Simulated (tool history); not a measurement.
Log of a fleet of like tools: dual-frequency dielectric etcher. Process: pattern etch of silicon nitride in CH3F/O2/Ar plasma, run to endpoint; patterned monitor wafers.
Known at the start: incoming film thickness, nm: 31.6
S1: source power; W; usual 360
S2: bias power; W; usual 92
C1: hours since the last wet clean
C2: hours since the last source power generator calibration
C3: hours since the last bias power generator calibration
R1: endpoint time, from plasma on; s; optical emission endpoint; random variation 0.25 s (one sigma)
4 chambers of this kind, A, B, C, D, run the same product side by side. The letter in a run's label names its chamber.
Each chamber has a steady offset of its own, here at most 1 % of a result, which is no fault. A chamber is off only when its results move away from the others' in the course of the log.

run   hour   S1  S2     C1      C2      C3      R1
 1C    5.7  360  92  171.5  1110.3   930.7  43.242
 2D   10.9  360  92  468.6  1856.6   666.3  43.540
      12.0  -- chamber B: wet clean of the chamber
 3B   16.0  360  92    4.0  1995.8  1644.2  43.300
 4A   22.1  360  92  314.9  2144.6  1983.2  43.405
 5D   26.2  360  92  483.9  1871.9   681.6  43.858
 6A   29.7  360  92  322.5  2152.2  1990.8  43.650
 7C   35.7  360  92  201.5  1140.3   960.7  43.036
 8B   41.0  360  92   29.0  2020.8  1669.2  43.581
 9B   47.2  360  92   35.2  2027.0  1675.4  42.799
10D   50.8  360  92  508.5  1896.5   706.2  43.772
11A   55.6  360  92  348.4  2178.1  2016.7  43.585
12C   62.6  360  92  228.4  1167.2   987.6  43.451
13D   66.9  360  77  524.6  1912.6   722.3  46.599
14B   72.8  360  77   60.8  2052.6  1701.0  46.420
15A   79.7  360  77  372.5  2202.2  2040.8  45.520
16C   83.5  360  77  249.3  1188.1  1008.5  46.355
17A   90.5  360  92  383.3  2213.0  2051.6  42.369
18B   97.2  300  85   85.2  2077.0  1725.4  47.747
19D  100.3  300  85  558.0  1946.0   755.7  48.274
20C  103.4  300  85  269.2  1208.0  1028.4  47.638
21C  106.9  300  85  272.7  1211.5  1031.9  47.713
22D  111.6  360  71  569.3  1957.3   767.0  47.894
23B  118.5  360  71  106.5  2098.3  1746.7  47.751
24A  122.6  360  71  415.4  2245.1  2083.7  45.571
25A  126.1  360  71  418.9  2248.6  2087.2  45.489

Is one chamber off against the others, does the gauge drift, or is nothing wrong? If a chamber is off, say which, and what the likeliest cause is.

Chamber A drifts away from the others.
Cause: etch rate over this chamber's usual, % = 5.13.

Here are 4 candidates for chamber A's next run, each the usual settings with a change, their results left as question marks. Which one brings its results back in line with what the others give on the usual settings?
In line means no further than this from the other chambers' mean on the usual settings: R1 0.880 s
26A-1  131.1  390   98               ?
26A-2  131.1  320   81               ?
26A-3  131.1  360  117               ?
26A-4  131.1  310   92               ?

The other chambers' mean on the usual settings: R1 43.539 s
  run      R1
26A-1  39.079
26A-2  45.073
26A-3  37.731
26A-4  43.595
26A-4 brings the chamber back in line.
